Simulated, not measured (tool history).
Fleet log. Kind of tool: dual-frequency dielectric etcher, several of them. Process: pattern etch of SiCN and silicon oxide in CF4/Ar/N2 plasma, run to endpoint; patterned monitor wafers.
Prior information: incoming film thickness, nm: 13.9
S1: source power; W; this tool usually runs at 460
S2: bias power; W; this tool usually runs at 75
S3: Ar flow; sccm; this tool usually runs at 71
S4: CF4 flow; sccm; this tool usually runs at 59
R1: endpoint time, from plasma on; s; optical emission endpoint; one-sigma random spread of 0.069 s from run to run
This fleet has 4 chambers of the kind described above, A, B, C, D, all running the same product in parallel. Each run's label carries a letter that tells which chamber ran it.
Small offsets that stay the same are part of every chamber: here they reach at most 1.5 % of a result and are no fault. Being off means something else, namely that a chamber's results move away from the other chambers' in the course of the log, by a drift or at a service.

{"run": "1B", "hour": 5.3, "S1": 460, "S2": 75, "S3": 71, "S4": 59, "R1": 15.291}
{"run": "2D", "hour": 13.1, "S1": 460, "S2": 75, "S3": 71, "S4": 59, "R1": 15.163}
{"run": "3C", "hour": 19.8, "S1": 460, "S2": 75, "S3": 71, "S4": 59, "R1": 15.304}
{"run": "4A", "hour": 26.6, "S1": 460, "S2": 75, "S3": 71, "S4": 59, "R1": 15.128}
{"run": "5D", "hour": 32.5, "S1": 460, "S2": 75, "S3": 71, "S4": 59, "R1": 15.019}
{"run": "6A", "hour": 38.6, "S1": 460, "S2": 75, "S3": 71, "S4": 59, "R1": 15.24}
{"run": "7C", "hour": 44.2, "S1": 460, "S2": 75, "S3": 71, "S4": 59, "R1": 15.367}
{"run": "8B", "hour": 53.7, "S1": 460, "S2": 75, "S3": 71, "S4": 59, "R1": 15.358}
{"run": "9D", "hour": 62.3, "S1": 460, "S2": 75, "S3": 71, "S4": 59, "R1": 15.024}
{"run": "10C", "hour": 71.7, "S1": 570, "S2": 75, "S3": 71, "S4": 45, "R1": 13.195}
{"run": "11B", "hour": 77.2, "S1": 570, "S2": 75, "S3": 71, "S4": 45, "R1": 13.22}
{"run": "12A", "hour": 82.8, "S1": 570, "S2": 75, "S3": 71, "S4": 45, "R1": 13.113}
{"run": "13D", "hour": 87.2, "S1": 570, "S2": 75, "S3": 71, "S4": 45, "R1": 12.826}
{"run": "14C", "hour": 96.7, "S1": 460, "S2": 75, "S3": 71, "S4": 59, "R1": 15.277}
{"run": "15A", "hour": 101.3, "S1": 460, "S2": 75, "S3": 71, "S4": 59, "R1": 15.232}
{"run": "16B", "hour": 106.1, "S1": 460, "S2": 75, "S3": 71, "S4": 59, "R1": 15.397}
{"run": "17A", "hour": 115.7, "S1": 460, "S2": 75, "S3": 71, "S4": 59, "R1": 15.28}
{"run": "18D", "hour": 122.7, "S1": 460, "S2": 75, "S3": 71, "S4": 59, "R1": 15.058}
{"run": "19C", "hour": 128.2, "S1": 460, "S2": 75, "S3": 71, "S4": 52, "R1": 15.541}
{"run": "20B", "hour": 132.9, "S1": 460, "S2": 75, "S3": 71, "S4": 52, "R1": 15.625}
{"run": "21C", "hour": 137.9, "S1": 460, "S2": 75, "S3": 71, "S4": 52, "R1": 15.42}
{"hour": 141.3, "done": "chamber A: wet clean of the chamber"}
{"run": "22D", "hour": 144.2, "S1": 460, "S2": 75, "S3": 71, "S4": 52, "R1": 15.486}
{"run": "23A", "hour": 148.8, "S1": 460, "S2": 75, "S3": 71, "S4": 59, "R1": 15.26}
{"run": "24B", "hour": 156.3, "S1": 460, "S2": 75, "S3": 71, "S4": 59, "R1": 15.292}
{"run": "25A", "hour": 161.1, "S1": 460, "S2": 75, "S3": 71, "S4": 59, "R1": 15.187}
{"run": "26D", "hour": 166.4, "S1": 460, "S2": 75, "S3": 71, "S4": 59, "R1": 15.056}
{"run": "27B", "hour": 176.4, "S1": 350, "S2": 75, "S3": 55, "S4": 59, "R1": 18.772}
{"run": "28C", "hour": 181.0, "S1": 350, "S2": 75, "S3": 55, "S4": 59, "R1": 18.711}
{"hour": 181.6, "done": "chamber C: bias power generator calibrated"}
{"run": "29B", "hour": 188.4, "S1": 350, "S2": 75, "S3": 55, "S4": 59, "R1": 18.764}
{"run": "30A", "hour": 196.4, "S1": 350, "S2": 75, "S3": 55, "S4": 59, "R1": 18.73}
{"run": "31C", "hour": 202.3, "S1": 460, "S2": 75, "S3": 71, "S4": 59, "R1": 15.265}
{"run": "32D", "hour": 210.7, "S1": 460, "S2": 75, "S3": 71, "S4": 59, "R1": 15.114}
{"run": "33C", "hour": 218.1, "S1": 460, "S2": 75, "S3": 71, "S4": 59, "R1": 15.361}
{"run": "34D", "hour": 224.4, "S1": 460, "S2": 75, "S3": 71, "S4": 59, "R1": 15.007}
{"run": "35B", "hour": 234.1, "S1": 460, "S2": 75, "S3": 71, "S4": 59, "R1": 15.277}
{"run": "36A", "hour": 238.6, "S1": 460, "S2": 75, "S3": 71, "S4": 59, "R1": 15.17}
{"run": "37D", "hour": 244.0, "S1": 460, "S2": 75, "S3": 71, "S4": 59, "R1": 15.055}
{"run": "38B", "hour": 251.3, "S1": 460, "S2": 75, "S3": 71, "S4": 59, "R1": 15.308}
{"run": "39C", "hour": 261.0, "S1": 460, "S2": 75, "S3": 71, "S4": 59, "R1": 15.253}
{"run": "40A", "hour": 268.2, "S1": 460, "S2": 75, "S3": 71, "S4": 59, "R1": 15.285}

Is one chamber out of step, is the gauge drifting, or do the chambers differ by no more than their own small offsets? For an off chamber, give its letter and the likeliest cause.

Nothing is wrong: each chamber keeps only its own small, steady offset and the gauge holds still.
